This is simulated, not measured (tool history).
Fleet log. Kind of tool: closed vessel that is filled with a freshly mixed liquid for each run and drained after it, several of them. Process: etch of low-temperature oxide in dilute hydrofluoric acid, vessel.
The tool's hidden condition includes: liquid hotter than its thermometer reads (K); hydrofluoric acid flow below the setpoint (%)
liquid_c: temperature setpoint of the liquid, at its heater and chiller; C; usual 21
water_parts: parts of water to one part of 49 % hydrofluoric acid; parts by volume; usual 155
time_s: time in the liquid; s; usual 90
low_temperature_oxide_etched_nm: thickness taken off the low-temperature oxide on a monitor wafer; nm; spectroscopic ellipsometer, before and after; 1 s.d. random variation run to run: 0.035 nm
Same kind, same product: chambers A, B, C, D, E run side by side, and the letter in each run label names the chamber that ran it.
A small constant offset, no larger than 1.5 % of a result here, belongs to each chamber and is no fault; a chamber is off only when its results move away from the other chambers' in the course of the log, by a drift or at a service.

run,hour,liquid_c,water_parts,time_s,hours since the thermometer was replaced,hours since the hydrofluoric acid flow meter was replaced,"read-back film thickness of the low-temperature oxide reference wafer, read on the same gauge (nm)",low_temperature_oxide_etched_nm
1E,6.9,21,155,90,1213.7,1055.6,69.994,6.5656
2C,13,21,155,90,754.7,954.1,69.983,6.6659
3D,23.5,21,155,90,1334.7,1203.4,70.012,6.4885
4B,33.8,21,155,90,1002,432.9,70.037,6.6457
5A,39.9,21,155,90,1358.6,1076.5,69.989,6.6542
6D,50.5,24,155,110,1361.7,1230.4,69.982,8.9236
7B,59.7,24,155,110,1027.9,458.8,69.998,9.1141
8C,72.1,24,155,110,813.8,1013.2,70.02,9.1427
9E,79.1,24,155,110,1285.9,1127.8,69.982,8.8533
10A,88,24,155,110,1406.7,1124.6,69.949,9.0984
11B,98.2,21,155,90,1066.4,497.3,69.993,6.6311
12D,105.7,21,155,90,1416.9,1285.6,70.035,6.5594
13E,117.6,21,155,90,1324.4,1166.3,69.969,6.4789
14A,128.5,21,155,90,1447.2,1165.1,69.96,6.6214
15C,134.8,21,155,90,876.5,1075.9,70.043,6.7683
16D,141.7,21,155,90,1452.9,1321.6,69.989,6.5839
17B,148.2,21,155,90,1116.4,547.3,69.986,6.6383
# hour 149.1: chamber E: hydrofluoric acid flow meter replaced
18C,160.9,21,155,90,902.6,1102,69.989,6.7615
19A,173.3,21,155,90,1492,1209.9,69.973,6.5932
20E,179.5,21,155,90,1386.3,30.4,70.039,6.478
21E,187.4,21,155,90,1394.2,38.3,70.013,6.5557
22A,194.6,21,155,90,1513.3,1231.2,70.015,6.6271
23B,206.2,21,155,70,1174.4,605.3,69.968,5.1735
24D,216.2,21,155,70,1527.4,1396.1,69.968,5.1282
25C,228.4,21,155,70,970.1,1169.5,70.019,5.3493
26A,240.4,21,155,70,1559.1,1277,69.991,5.1065
27D,246.4,21,155,70,1557.6,1426.3,70.01,5.0779
28B,252.4,21,155,90,1220.6,651.5,69.971,6.6386
29E,258.6,24.5,155,120,1465.4,109.5,69.984,9.8662
30C,268.4,24.5,155,120,1010.1,1209.5,70.046,10.632
31B,276.1,24.5,155,120,1244.3,675.2,70.003,10.236
32D,283,24.5,155,120,1594.2,1462.9,69.969,9.9885
33C,292.7,24.5,155,120,1034.4,1233.8,69.983,10.737
34E,300.2,21,155,90,1507,151.1,70.015,6.5084
35A,306.4,21,155,90,1625.1,1343,70.007,6.5842

One chamber off, gauge drift, or nothing amiss beyond the chambers' own small offsets? If it is a chamber, which one, and what is the likeliest cause?

One chamber, C, drifts off from the rest bit by bit.
Most likely cause: liquid hotter than its thermometer reads (K) = 1.59.
Not necessarily distinguishable in this log from: hydrofluoric acid flow above the setpoint (%).

Which of the 4 candidates below, each the usual settings with something changed and its results left as question marks, puts chamber C back in line with what the other chambers give on the usual settings?
Maximum distance from the other chambers' mean on the usual settings for a result to count as in line: low_temperature_oxide_etched_nm 0.12 nm
36C-1,315.7,21.5,155,100,,,,?
36C-2,315.7,23,155,90,,,,?
36C-3,315.7,21,165,90,,,,?
36C-4,315.7,20.5,170,90,,,,?

The other chambers' mean on the usual settings: low_temperature_oxide_etched_nm 6.577 nm
run,low_temperature_oxide_etched_nm
36C-1,7.9955
36C-2,7.6254
36C-3,6.5498
36C-4,6.1978
The right change is 36C-3: it brings the chamber back within the allowed miss of the others.
